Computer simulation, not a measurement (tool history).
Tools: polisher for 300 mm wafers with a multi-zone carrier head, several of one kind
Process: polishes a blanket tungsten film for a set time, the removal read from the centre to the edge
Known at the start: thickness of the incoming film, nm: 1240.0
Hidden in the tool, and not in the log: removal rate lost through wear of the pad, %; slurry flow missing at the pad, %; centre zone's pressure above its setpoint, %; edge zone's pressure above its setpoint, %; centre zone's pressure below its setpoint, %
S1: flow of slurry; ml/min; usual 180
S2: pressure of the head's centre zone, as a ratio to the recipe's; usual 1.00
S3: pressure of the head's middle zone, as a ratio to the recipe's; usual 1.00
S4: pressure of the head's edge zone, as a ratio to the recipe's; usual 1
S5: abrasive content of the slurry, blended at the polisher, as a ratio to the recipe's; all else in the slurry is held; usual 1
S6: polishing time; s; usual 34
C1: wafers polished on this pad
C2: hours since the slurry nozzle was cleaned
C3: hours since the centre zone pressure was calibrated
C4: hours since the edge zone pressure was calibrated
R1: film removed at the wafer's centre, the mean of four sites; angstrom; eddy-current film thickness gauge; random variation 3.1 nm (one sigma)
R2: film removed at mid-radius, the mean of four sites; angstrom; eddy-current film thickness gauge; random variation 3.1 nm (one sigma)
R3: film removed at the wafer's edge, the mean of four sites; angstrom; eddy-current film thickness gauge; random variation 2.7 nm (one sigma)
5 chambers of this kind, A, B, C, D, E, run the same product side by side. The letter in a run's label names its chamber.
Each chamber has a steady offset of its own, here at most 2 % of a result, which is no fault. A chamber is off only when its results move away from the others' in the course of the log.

{"run": "1D", "hour": 8.1, "S1": 180, "S2": 1.0, "S3": 1.0, "S4": 1, "S5": 1, "S6": 34, "C1": 814, "C2": 87.3, "C3": 759.0, "C4": 64.8, "R1": 2155.2, "R2": 2210.6, "R3": 2234.1}
{"run": "2E", "hour": 21.1, "S1": 180, "S2": 1.0, "S3": 1.0, "S4": 1, "S5": 1, "S6": 34, "C1": 1003, "C2": 186.5, "C3": 665.0, "C4": 98.0, "R1": 2241.1, "R2": 2249.4, "R3": 2166.0}
{"hour": 31.9, "done": "chamber E: worn pad replaced by a new one"}
{"run": "3B", "hour": 33.2, "S1": 180, "S2": 1.0, "S3": 1.0, "S4": 1, "S5": 1, "S6": 34, "C1": 1147, "C2": 275.4, "C3": 905.8, "C4": 975.0, "R1": 2281.0, "R2": 2222.8, "R3": 2231.9}
{"hour": 33.9, "done": "chamber D: worn pad replaced by a new one"}
{"run": "4C", "hour": 42.2, "S1": 180, "S2": 1.0, "S3": 1.0, "S4": 1, "S5": 1, "S6": 34, "C1": 1178, "C2": 318.2, "C3": 353.6, "C4": 395.3, "R1": 2195.4, "R2": 2184.6, "R3": 2218.5}
{"hour": 47.5, "done": "chamber C: worn pad replaced by a new one"}
{"hour": 53.7, "done": "chamber B: worn pad replaced by a new one"}
{"run": "5A", "hour": 54.8, "S1": 180, "S2": 0.9, "S3": 1.0, "S4": 1, "S5": 1, "S6": 34, "C1": 1356, "C2": 156.1, "C3": 611.0, "C4": 613.9, "R1": 2053.1, "R2": 2326.5, "R3": 2268.7}
{"hour": 56.1, "done": "chamber A: worn pad replaced by a new one"}
{"run": "6C", "hour": 69.3, "S1": 180, "S2": 0.9, "S3": 1.0, "S4": 1, "S5": 1, "S6": 34, "C1": 365, "C2": 345.3, "C3": 380.7, "C4": 422.4, "R1": 2004.4, "R2": 2136.7, "R3": 2225.1}
{"run": "7E", "hour": 80.1, "S1": 180, "S2": 0.9, "S3": 1.0, "S4": 1, "S5": 1, "S6": 34, "C1": 806, "C2": 245.5, "C3": 724.0, "C4": 157.0, "R1": 1951.0, "R2": 2275.7, "R3": 2204.8}
{"run": "8B", "hour": 89.5, "S1": 180, "S2": 0.9, "S3": 1.0, "S4": 1, "S5": 1, "S6": 34, "C1": 599, "C2": 331.7, "C3": 962.1, "C4": 1031.3, "R1": 2076.7, "R2": 2280.6, "R3": 2216.1}
{"run": "9A", "hour": 99.0, "S1": 180, "S2": 0.9, "S3": 1.0, "S4": 1, "S5": 1, "S6": 34, "C1": 718, "C2": 200.3, "C3": 655.2, "C4": 658.1, "R1": 1993.0, "R2": 2269.8, "R3": 2250.0}
{"hour": 105.6, "done": "chamber D: worn pad replaced by a new one"}
{"run": "10D", "hour": 108.8, "S1": 180, "S2": 1.0, "S3": 1.0, "S4": 1, "S5": 1, "S6": 34, "C1": 53, "C2": 188.0, "C3": 859.7, "C4": 165.5, "R1": 2264.5, "R2": 2212.1, "R3": 2239.2}
{"run": "11B", "hour": 118.9, "S1": 180, "S2": 1.0, "S3": 1.0, "S4": 1, "S5": 1, "S6": 34, "C1": 1090, "C2": 361.1, "C3": 991.5, "C4": 1060.7, "R1": 2211.5, "R2": 2215.0, "R3": 2247.3}
{"hour": 120.0, "done": "chamber E: worn pad replaced by a new one"}
{"hour": 124.4, "done": "chamber C: worn pad replaced by a new one"}
{"run": "12E", "hour": 127.8, "S1": 180, "S2": 1.0, "S3": 1.0, "S4": 1, "S5": 1, "S6": 34, "C1": 130, "C2": 293.2, "C3": 771.7, "C4": 204.7, "R1": 2195.2, "R2": 2274.0, "R3": 2252.4}
{"hour": 138.6, "done": "chamber B: worn pad replaced by a new one"}
{"run": "13A", "hour": 139.9, "S1": 180, "S2": 1.0, "S3": 1.0, "S4": 1, "S5": 1, "S6": 34, "C1": 1401, "C2": 241.2, "C3": 696.1, "C4": 699.0, "R1": 2188.2, "R2": 2208.5, "R3": 2265.1}
{"hour": 141.6, "done": "chamber A: edge zone pressure recalibrated"}
{"hour": 143.4, "done": "chamber A: worn pad replaced by a new one"}
{"hour": 144.3, "done": "chamber B: edge zone pressure recalibrated"}
{"run": "14D", "hour": 147.9, "S1": 180, "S2": 1.0, "S3": 1.0, "S4": 1, "S5": 1, "S6": 34, "C1": 707, "C2": 227.1, "C3": 898.8, "C4": 204.6, "R1": 2194.7, "R2": 2255.7, "R3": 2238.8}
{"hour": 149.8, "done": "chamber B: slurry nozzle cleaned"}
{"run": "15C", "hour": 157.0, "S1": 180, "S2": 1.11, "S3": 1.0, "S4": 1, "S5": 1, "S6": 34, "C1": 545, "C2": 433.0, "C3": 468.4, "C4": 510.1, "R1": 2549.2, "R2": 2240.1, "R3": 2201.8}
{"run": "16B", "hour": 164.9, "S1": 180, "S2": 1.11, "S3": 1.0, "S4": 1, "S5": 1, "S6": 34, "C1": 440, "C2": 15.2, "C3": 1037.5, "C4": 20.6, "R1": 2577.3, "R2": 2290.2, "R3": 2263.1}
{"hour": 166.3, "done": "chamber A: centre zone pressure recalibrated"}
{"run": "17D", "hour": 180.5, "S1": 180, "S2": 1.11, "S3": 1.0, "S4": 1, "S5": 1, "S6": 34, "C1": 1251, "C2": 259.7, "C3": 931.4, "C4": 237.2, "R1": 2524.9, "R2": 2282.3, "R3": 2261.0}
{"run": "18C", "hour": 189.1, "S1": 180, "S2": 1.11, "S3": 1.0, "S4": 1, "S5": 1, "S6": 34, "C1": 1081, "C2": 465.1, "C3": 500.5, "C4": 542.2, "R1": 2526.4, "R2": 2156.4, "R3": 2170.4}
{"hour": 191.8, "done": "chamber D: worn pad replaced by a new one"}
{"hour": 195.8, "done": "chamber D: slurry nozzle cleaned"}
{"run": "19E", "hour": 199.1, "S1": 180, "S2": 1.11, "S3": 1.0, "S4": 1, "S5": 1, "S6": 34, "C1": 1322, "C2": 364.5, "C3": 843.0, "C4": 276.0, "R1": 2472.9, "R2": 2208.8, "R3": 2243.5}
{"hour": 199.9, "done": "chamber E: worn pad replaced by a new one"}
{"run": "20A", "hour": 206.0, "S1": 180, "S2": 1.0, "S3": 1.0, "S4": 1, "S5": 1, "S6": 34, "C1": 1046, "C2": 307.3, "C3": 39.7, "C4": 64.5, "R1": 2269.8, "R2": 2235.6, "R3": 2302.2}
{"hour": 215.6, "done": "chamber A: worn pad replaced by a new one"}
{"hour": 215.7, "done": "chamber C: worn pad replaced by a new one"}
{"run": "21B", "hour": 217.6, "S1": 180, "S2": 1.0, "S3": 1.0, "S4": 1, "S5": 1, "S6": 34, "C1": 1321, "C2": 67.9, "C3": 1090.2, "C4": 73.3, "R1": 2229.7, "R2": 2214.9, "R3": 2203.1}
{"run": "22D", "hour": 226.8, "S1": 180, "S2": 1.0, "S3": 1.0, "S4": 1, "S5": 1, "S6": 34, "C1": 585, "C2": 31.0, "C3": 977.7, "C4": 283.5, "R1": 2242.6, "R2": 2213.4, "R3": 2247.9}
{"hour": 228.8, "done": "chamber A: slurry nozzle cleaned"}
{"hour": 234.6, "done": "chamber B: centre zone pressure recalibrated"}
{"hour": 235.5, "done": "chamber B: worn pad replaced by a new one"}
{"run": "23E", "hour": 235.7, "S1": 180, "S2": 1.0, "S3": 1.0, "S4": 1, "S5": 1, "S6": 34, "C1": 598, "C2": 401.1, "C3": 879.6, "C4": 312.6, "R1": 2238.2, "R2": 2282.4, "R3": 2200.4}
{"run": "24C", "hour": 251.1, "S1": 180, "S2": 1.0, "S3": 1.0, "S4": 1, "S5": 1, "S6": 34, "C1": 593, "C2": 527.1, "C3": 562.5, "C4": 604.2, "R1": 2202.0, "R2": 2201.5, "R3": 2176.7}
{"run": "25A", "hour": 265.0, "S1": 180, "S2": 1.0, "S3": 1.0, "S4": 1, "S5": 1, "S6": 34, "C1": 826, "C2": 36.2, "C3": 98.7, "C4": 123.5, "R1": 2244.4, "R2": 2234.4, "R3": 2268.7}
{"hour": 275.4, "done": "chamber C: slurry nozzle cleaned"}
{"run": "26D", "hour": 278.6, "S1": 180, "S2": 1.0, "S3": 1.0, "S4": 1, "S5": 1, "S6": 34, "C1": 1451, "C2": 82.8, "C3": 1029.5, "C4": 335.3, "R1": 2203.5, "R2": 2244.8, "R3": 2245.7}
{"hour": 282.6, "done": "chamber D: worn pad replaced by a new one"}
{"hour": 286.3, "done": "chamber E: worn pad replaced by a new one"}
{"hour": 290.9, "done": "chamber C: edge zone pressure recalibrated"}
{"run": "27E", "hour": 292.3, "S1": 180, "S2": 1.0, "S3": 1.0, "S4": 1, "S5": 1, "S6": 34, "C1": 100, "C2": 457.7, "C3": 936.2, "C4": 369.2, "R1": 2153.5, "R2": 2217.0, "R3": 2221.3}
{"hour": 299.3, "done": "chamber A: worn pad replaced by a new one"}
{"hour": 301.9, "done": "chamber C: worn pad replaced by a new one"}
{"run": "28A", "hour": 306.2, "S1": 180, "S2": 1.0, "S3": 1.0, "S4": 1, "S5": 1, "S6": 34, "C1": 115, "C2": 77.4, "C3": 139.9, "C4": 164.7, "R1": 2232.6, "R2": 2282.9, "R3": 2296.0}
{"run": "29C", "hour": 316.2, "S1": 180, "S2": 1.0, "S3": 0.96, "S4": 1, "S5": 1, "S6": 23, "C1": 239, "C2": 40.8, "C3": 627.6, "C4": 25.4, "R1": 1488.7, "R2": 1459.8, "R3": 1475.9}
{"hour": 324.3, "done": "chamber B: worn pad replaced by a new one"}
{"run": "30B", "hour": 326.4, "S1": 180, "S2": 1.0, "S3": 0.96, "S4": 1, "S5": 1, "S6": 23, "C1": 36, "C2": 176.7, "C3": 91.8, "C4": 182.1, "R1": 1497.9, "R2": 1473.7, "R3": 1526.9}
{"hour": 326.9, "done": "chamber D: edge zone pressure recalibrated"}
{"hour": 332.9, "done": "chamber E: edge zone pressure recalibrated"}
{"run": "31E", "hour": 338.5, "S1": 180, "S2": 1.0, "S3": 0.96, "S4": 1, "S5": 1, "S6": 23, "C1": 872, "C2": 503.9, "C3": 982.4, "C4": 5.7, "R1": 1528.9, "R2": 1456.5, "R3": 1479.4}
{"run": "32B", "hour": 352.3, "S1": 180, "S2": 1.0, "S3": 0.96, "S4": 1, "S5": 1, "S6": 23, "C1": 469, "C2": 202.6, "C3": 117.7, "C4": 208.0, "R1": 1527.6, "R2": 1473.8, "R3": 1532.9}
{"run": "33D", "hour": 364.9, "S1": 180, "S2": 1.0, "S3": 0.96, "S4": 1, "S5": 1, "S6": 23, "C1": 1376, "C2": 169.1, "C3": 1115.8, "C4": 38.0, "R1": 1526.5, "R2": 1433.0, "R3": 1521.4}
{"run": "34A", "hour": 379.8, "S1": 180, "S2": 1.0, "S3": 1.0, "S4": 1, "S5": 1, "S6": 34, "C1": 1345, "C2": 151.0, "C3": 213.5, "C4": 238.3, "R1": 2196.2, "R2": 2271.2, "R3": 2240.8}
{"hour": 385.5, "done": "chamber C: worn pad replaced by a new one"}
{"run": "35C", "hour": 390.4, "S1": 180, "S2": 1.0, "S3": 1.0, "S4": 1, "S5": 1, "S6": 34, "C1": 83, "C2": 115.0, "C3": 701.8, "C4": 99.6, "R1": 2226.5, "R2": 2189.2, "R3": 2157.7}
{"run": "36C", "hour": 404.0, "S1": 180, "S2": 1.0, "S3": 1.0, "S4": 1, "S5": 1, "S6": 34, "C1": 310, "C2": 128.6, "C3": 715.4, "C4": 113.2, "R1": 2204.3, "R2": 2201.8, "R3": 2216.5}

All 5 chambers run these settings next. Forecast each chamber's results:
{"run": "37A", "hour": 415.1, "S1": 180, "S2": 1.0, "S3": 1.0, "S4": 1, "S5": 1, "S6": 34, "R1": "?", "R2": "?", "R3": "?"}
{"run": "37B", "hour": 415.1, "S1": 180, "S2": 1.0, "S3": 1.0, "S4": 1, "S5": 1, "S6": 34, "R1": "?", "R2": "?", "R3": "?"}
{"run": "37C", "hour": 415.1, "S1": 180, "S2": 1.0, "S3": 1.0, "S4": 1, "S5": 1, "S6": 34, "R1": "?", "R2": "?", "R3": "?"}
{"run": "37D", "hour": 415.1, "S1": 180, "S2": 1.0, "S3": 1.0, "S4": 1, "S5": 1, "S6": 34, "R1": "?", "R2": "?", "R3": "?"}
{"run": "37E", "hour": 415.1, "S1": 180, "S2": 1.0, "S3": 1.0, "S4": 1, "S5": 1, "S6": 34, "R1": "?", "R2": "?", "R3": "?"}

run=37A R1=2284.3 R2=2265.9 R3=2264.9
run=37B R1=2247.9 R2=2214.5 R3=2151.2
run=37C R1=2225.9 R2=2194.0 R3=2244.5
run=37D R1=2151.8 R2=2240.1 R3=2203.4
run=37E R1=2269.7 R2=2248.9 R3=2254.5
